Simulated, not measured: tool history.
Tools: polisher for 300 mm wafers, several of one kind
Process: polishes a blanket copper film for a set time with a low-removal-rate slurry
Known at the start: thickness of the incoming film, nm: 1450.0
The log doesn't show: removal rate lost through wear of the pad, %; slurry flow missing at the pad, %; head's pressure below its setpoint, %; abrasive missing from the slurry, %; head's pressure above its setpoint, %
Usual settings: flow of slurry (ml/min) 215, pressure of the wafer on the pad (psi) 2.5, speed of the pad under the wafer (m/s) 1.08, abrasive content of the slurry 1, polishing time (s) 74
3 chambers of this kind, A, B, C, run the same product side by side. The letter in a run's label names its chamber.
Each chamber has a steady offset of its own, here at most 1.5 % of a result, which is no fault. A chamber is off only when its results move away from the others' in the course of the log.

run    day  flow of slurry (ml/min)  pressure of the wafer on the pad (psi)  speed of the pad under the wafer (m/s)  abrasive content of the slurry  polishing time (s)  wafers polished on this pad  hours since the slurry nozzle was cleaned  hours since the head pressure was calibrated  hours since the slurry blender was calibrated  film removed (nm)
 1B  0.196                      215                                     2.5                                    1.08                               1                  74                         1262                                      148.1                                         413.2                                           77.3             204.62
 2A  0.371                      215                                     2.5                                    1.08                               1                  74                          624                                      180.6                                         322.6                                          213.5             211.55
     0.538  -- chamber A: slurry blender recalibrated
 3C  0.588                      215                                     2.5                                    1.08                               1                  74                          414                                      876.6                                         201.5                                          464.1             208.25
 4A  0.788                      215                                     2.5                                    1.08                               1                  74                          692                                      190.6                                         332.6                                              6             206.68
 5C  0.946                      215                                     2.5                                    1.08                               1                  74                          472                                      885.2                                         210.1                                          472.7             206.04
     1.017  -- chamber C: slurry blender recalibrated
 6B  1.125                      215                                     2.5                                    1.08                               1                  74                         1412                                      170.4                                         435.5                                           99.6              211.3
 7B  1.333                      145                                     2.5                                    1.08                               1                  74                         1446                                      175.4                                         440.5                                          104.6             201.03
 8A  1.483                      145                                     2.5                                    1.08                               1                  74                          804                                      207.3                                         349.3                                           22.7             196.33
 9C  1.617                      145                                     2.5                                    1.08                               1                  74                          580                                      901.3                                         226.2                                           14.5             194.04
10B  1.754                      215                                     2.5                                    1.08                               1                  74                         1514                                      185.5                                         450.6                                          114.7             205.92
     1.879  -- chamber C: slurry nozzle cleaned
     1.896  -- chamber C: worn pad replaced by a new one
11A  1.954                      215                                     2.5                                    1.08                             1.1                  74                          880                                      218.6                                         360.6                                             34             210.43
     2.079  -- chamber B: worn pad replaced by a new one
12C  2.154                      215                                     2.5                                    1.08                             1.1                  74                           41                                        6.7                                         239.1                                           27.4             213.73
13A  2.296                      215                                     2.5                                    1.08                             1.1                  74                          935                                      226.8                                         368.8                                           42.2             208.37
14C  2.425                      215                                     2.5                                    1.08                               1                  74                           85                                       13.2                                         245.6                                           33.9             206.15
     2.475  -- chamber B: slurry blender recalibrated
15B  2.521                      215                                     2.5                                    1.08                               1                  74                           71                                      203.9                                           469                                            1.1             203.86
16B  2.712                      215                                     2.5                                    1.08                               1                  74                          102                                      208.5                                         473.6                                            5.7             210.97
     2.762  -- chamber A: worn pad replaced by a new one
17A  2.896                      215                                     2.5                                    1.08                               1                  74                           22                                      241.2                                         383.2                                           56.6             205.38
18C  2.996                      215                                     2.5                                    1.08                               1                  74                          177                                       26.9                                         259.3                                           47.6             204.75
19B    3.1                      215                                     2.5                                    1.08                               1                  74                          164                                      217.8                                         482.9                                             15             207.53
20C  3.238                      215                                     2.5                                    1.08                               1                  74                          216                                       32.7                                         265.1                                           53.4             210.17
21A  3.454                      215                                     2.5                                    1.08                               1                  74                          112                                      254.6                                         396.6                                             70             205.45
22C  3.558                      215                                     2.5                                    1.08                               1                  74                          268                                       40.4                                         272.8                                           61.1             205.46
     3.679  -- chamber B: head pressure recalibrated
23B  3.725                      145                                     2.5                                    1.08                               1                  74                          265                                      232.8                                           1.1                                             30             177.91
24A  3.833                      145                                     2.5                                    1.08                               1                  74                          173                                      263.7                                         405.7                                           79.1             197.09
25C  4.029                      145                                     2.5                                    1.08                               1                  74                          344                                       51.7                                         284.1                                           72.4              196.9
26A  4.154                      215                                     2.5                                    1.08                               1                  74                          225                                      271.4                                         413.4                                           86.8             204.54
27B    4.3                      215                                     2.5                                    1.08                               1                  74                          358                                      246.6                                          14.9                                           43.8             187.28
28C  4.488                      215                                     2.5                                    1.08                               1                  74                          418                                       62.7                                         295.1                                           83.4             207.31
29B  4.633                      215                                     2.5                                    1.08                               1                  74                          412                                      254.6                                          22.9                                           51.8             186.87
30A  4.742                      215                                     2.5                                    1.08                               1                  74                          319                                      285.5                                         427.5                                          100.9             208.88
31B  4.954                      215                                     2.5                                    1.08                               1                  74                          463                                      262.3                                          30.6                                           59.5             184.72
32C  5.121                      215                                     1.7                                     1.3                               1                  74                          520                                       77.9                                         310.3                                           98.6             167.99
33A  5.308                      215                                     1.7                                     1.3                               1                  74                          411                                      299.1                                         441.1                                          114.5             172.72
34A  5.512                      215                                     1.7                                     1.3                               1                  74                          444                                        304                                           446                                          119.4             167.62
35B  5.612                      215                                     2.5                                    1.08                               1                  74                          570                                      278.1                                          46.4                                           75.3             186.98
36C  5.788                      215                                     2.5                                    1.08                               1                  74                          628                                       93.9                                         326.3                                          114.6             208.58
37C  5.925                      215                                     2.5                                    1.08                               1                  74                          650                                       97.2                                         329.6                                          117.9             205.66
     5.983  -- chamber C: worn pad replaced by a new one
38B  6.054                      215                                     2.5                                    1.08                               1                  74                          641                                      288.7                                            57                                           85.9             189.78
39A  6.158                      215                                     2.5                                    1.08                               1                  74                          548                                      319.5                                         461.5                                          134.9             203.01
40B  6.342                      215                                     2.5                                    1.08                               1                  74                          687                                      295.6                                          63.9                                           92.8             185.12
41A  6.492                      215                                     2.5                                    1.08                               1                  74                          602                                      327.5                                         469.5                                          142.9             204.68
42C    6.6                      215                                     2.5                                    1.08                             0.8                  74                           99                                      113.4                                         345.8                                          134.1              196.2
43C  6.729                      215                                     2.5                                    1.08                             0.8                  74                          120                                      116.5                                         348.9                                          137.2              193.8
44B  6.921                      215                                     2.5                                    1.08                             0.8                  74                          781                                      309.5                                          77.8                                          106.7             178.92

All 3 chambers run these settings next. Forecast each chamber's results:
45A  7.079                      215                                     2.5                                    0.76                               1                  74                                                                                                                                                                                       ?
45B  7.079                      215                                     2.5                                    0.76                               1                  74                                                                                                                                                                                       ?
45C  7.079                      215                                     2.5                                    0.76                               1                  74                                                                                                                                                                                       ?

run  film removed (nm)
45A             146.21
45B             130.76
45C             148.66
